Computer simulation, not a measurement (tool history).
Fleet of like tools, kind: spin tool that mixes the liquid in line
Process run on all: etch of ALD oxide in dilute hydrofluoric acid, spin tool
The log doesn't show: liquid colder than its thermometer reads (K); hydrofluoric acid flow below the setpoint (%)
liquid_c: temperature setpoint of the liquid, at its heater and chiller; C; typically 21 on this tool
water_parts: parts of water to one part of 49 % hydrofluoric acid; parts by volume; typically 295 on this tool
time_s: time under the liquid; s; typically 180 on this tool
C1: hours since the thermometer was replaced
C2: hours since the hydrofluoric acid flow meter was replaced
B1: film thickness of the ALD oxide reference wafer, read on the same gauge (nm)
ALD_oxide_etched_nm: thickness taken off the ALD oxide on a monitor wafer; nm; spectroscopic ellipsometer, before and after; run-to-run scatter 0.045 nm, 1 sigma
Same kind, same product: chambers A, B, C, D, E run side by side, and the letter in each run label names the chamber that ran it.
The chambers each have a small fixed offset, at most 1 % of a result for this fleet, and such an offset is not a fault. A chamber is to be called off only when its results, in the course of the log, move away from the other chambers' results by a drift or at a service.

run 1D hour=4.8 | liquid_c=21 water_parts=295 time_s=180 | C1=229.4 C2=309.3 | B1=140 | ALD_oxide_etched_nm=5.1559
run 2A hour=8.2 | liquid_c=21 water_parts=295 time_s=180 | C1=340.9 C2=828.5 | B1=140 | ALD_oxide_etched_nm=5.1078
run 3E hour=10.7 | liquid_c=21 water_parts=295 time_s=180 | C1=1079 C2=396.4 | B1=139.99 | ALD_oxide_etched_nm=5.0066
run 4C hour=15.4 | liquid_c=21 water_parts=295 time_s=180 | C1=603 C2=55.9 | B1=139.98 | ALD_oxide_etched_nm=5.0518
run 5B hour=20 | liquid_c=21 water_parts=295 time_s=180 | C1=731.3 C2=771.6 | B1=140.01 | ALD_oxide_etched_nm=4.9805
run 6D hour=23.3 | liquid_c=21 water_parts=295 time_s=180 | C1=247.9 C2=327.8 | B1=139.98 | ALD_oxide_etched_nm=5.0961
run 7E hour=25.9 | liquid_c=21 water_parts=295 time_s=180 | C1=1094.2 C2=411.6 | B1=140 | ALD_oxide_etched_nm=5.0509
run 8B hour=30.5 | liquid_c=21 water_parts=295 time_s=180 | C1=741.8 C2=782.1 | B1=140.01 | ALD_oxide_etched_nm=5.0474
run 9A hour=35.3 | liquid_c=21 water_parts=295 time_s=180 | C1=368 C2=855.6 | B1=139.98 | ALD_oxide_etched_nm=5.0871
run 10C hour=38 | liquid_c=21 water_parts=295 time_s=180 | C1=625.6 C2=78.5 | B1=140 | ALD_oxide_etched_nm=5.0456
run 11B hour=40.9 | liquid_c=21 water_parts=295 time_s=180 | C1=752.2 C2=792.5 | B1=140.02 | ALD_oxide_etched_nm=5.104
-- hour=43.5 chamber B: thermometer replaced
run 12D hour=45.1 | liquid_c=21 water_parts=295 time_s=180 | C1=269.7 C2=349.6 | B1=140 | ALD_oxide_etched_nm=5.0743
run 13E hour=48.4 | liquid_c=21 water_parts=295 time_s=180 | C1=1116.7 C2=434.1 | B1=140.03 | ALD_oxide_etched_nm=4.998
run 14A hour=52.8 | liquid_c=19.5 water_parts=295 time_s=270 | C1=385.5 C2=873.1 | B1=140.01 | ALD_oxide_etched_nm=7.1654
run 15C hour=57.9 | liquid_c=19.5 water_parts=295 time_s=270 | C1=645.5 C2=98.4 | B1=140.01 | ALD_oxide_etched_nm=7.2083
run 16C hour=61.9 | liquid_c=19.5 water_parts=295 time_s=270 | C1=649.5 C2=102.4 | B1=140.02 | ALD_oxide_etched_nm=7.1037
run 17B hour=65.8 | liquid_c=19.5 water_parts=295 time_s=270 | C1=22.4 C2=817.4 | B1=139.99 | ALD_oxide_etched_nm=7.1696
run 18A hour=68.6 | liquid_c=19.5 water_parts=295 time_s=270 | C1=401.3 C2=888.9 | B1=140.01 | ALD_oxide_etched_nm=7.1705
run 19E hour=71.9 | liquid_c=21 water_parts=295 time_s=180 | C1=1140.2 C2=457.6 | B1=139.99 | ALD_oxide_etched_nm=5.0654
run 20D hour=76 | liquid_c=21 water_parts=295 time_s=180 | C1=300.6 C2=380.5 | B1=140 | ALD_oxide_etched_nm=4.9369
run 21B hour=80.5 | liquid_c=21 water_parts=295 time_s=180 | C1=37.1 C2=832.1 | B1=139.99 | ALD_oxide_etched_nm=5.034
run 22E hour=84.6 | liquid_c=21 water_parts=295 time_s=180 | C1=1152.9 C2=470.3 | B1=140 | ALD_oxide_etched_nm=5.0705
run 23D hour=86.9 | liquid_c=21 water_parts=295 time_s=180 | C1=311.5 C2=391.4 | B1=139.99 | ALD_oxide_etched_nm=4.8238
run 24A hour=90.2 | liquid_c=21 water_parts=295 time_s=180 | C1=422.9 C2=910.5 | B1=139.99 | ALD_oxide_etched_nm=5.0571
run 25C hour=94.5 | liquid_c=21 water_parts=295 time_s=180 | C1=682.1 C2=135 | B1=140 | ALD_oxide_etched_nm=5.1607
run 26D hour=97.3 | liquid_c=21 water_parts=230 time_s=140 | C1=321.9 C2=401.8 | B1=140 | ALD_oxide_etched_nm=5.08
run 27B hour=102.4 | liquid_c=21 water_parts=230 time_s=140 | C1=59 C2=854 | B1=140 | ALD_oxide_etched_nm=5.4146
run 28E hour=106.1 | liquid_c=21 water_parts=230 time_s=140 | C1=1174.4 C2=491.8 | B1=140.01 | ALD_oxide_etched_nm=5.3045
run 29C hour=109.7 | liquid_c=21 water_parts=230 time_s=140 | C1=697.3 C2=150.2 | B1=140 | ALD_oxide_etched_nm=5.3145
run 30A hour=114 | liquid_c=21 water_parts=230 time_s=140 | C1=446.7 C2=934.3 | B1=140.01 | ALD_oxide_etched_nm=5.2932
run 31B hour=117.6 | liquid_c=21 water_parts=295 time_s=180 | C1=74.2 C2=869.2 | B1=140.01 | ALD_oxide_etched_nm=5.1113
run 32A hour=120 | liquid_c=21 water_parts=295 time_s=180 | C1=452.7 C2=940.3 | B1=140.01 | ALD_oxide_etched_nm=5.028
run 33C hour=124.7 | liquid_c=21 water_parts=295 time_s=180 | C1=712.3 C2=165.2 | B1=140 | ALD_oxide_etched_nm=5.1547
run 34E hour=129.4 | liquid_c=18.5 water_parts=245 time_s=180 | C1=1197.7 C2=515.1 | B1=139.99 | ALD_oxide_etched_nm=5.6797
run 35D hour=134 | liquid_c=18.5 water_parts=245 time_s=180 | C1=358.6 C2=438.5 | B1=140.01 | ALD_oxide_etched_nm=5.4628
run 36E hour=137.8 | liquid_c=18.5 water_parts=245 time_s=180 | C1=1206.1 C2=523.5 | B1=139.99 | ALD_oxide_etched_nm=5.8004
run 37D hour=140.2 | liquid_c=18.5 water_parts=245 time_s=180 | C1=364.8 C2=444.7 | B1=140 | ALD_oxide_etched_nm=5.3597
run 38A hour=143.9 | liquid_c=18.5 water_parts=245 time_s=180 | C1=476.6 C2=964.2 | B1=139.99 | ALD_oxide_etched_nm=5.8329
run 39C hour=146.6 | liquid_c=21 water_parts=295 time_s=180 | C1=734.2 C2=187.1 | B1=140.01 | ALD_oxide_etched_nm=5.1627
run 40B hour=150.8 | liquid_c=21 water_parts=295 time_s=180 | C1=107.4 C2=902.4 | B1=140 | ALD_oxide_etched_nm=5.0417

Next, every chamber runs the same settings. What will each give?
run 41A hour=154.6 | liquid_c=21 water_parts=295 time_s=180 | ALD_oxide_etched_nm=?
run 41B hour=154.6 | liquid_c=21 water_parts=295 time_s=180 | ALD_oxide_etched_nm=?
run 41C hour=154.6 | liquid_c=21 water_parts=295 time_s=180 | ALD_oxide_etched_nm=?
run 41D hour=154.6 | liquid_c=21 water_parts=295 time_s=180 | ALD_oxide_etched_nm=?
run 41E hour=154.6 | liquid_c=21 water_parts=295 time_s=180 | ALD_oxide_etched_nm=?

run=41A ALD_oxide_etched_nm=5.0042
run=41B ALD_oxide_etched_nm=5.0649
run=41C ALD_oxide_etched_nm=5.1201
run=41D ALD_oxide_etched_nm=4.6444
run=41E ALD_oxide_etched_nm=5.0928
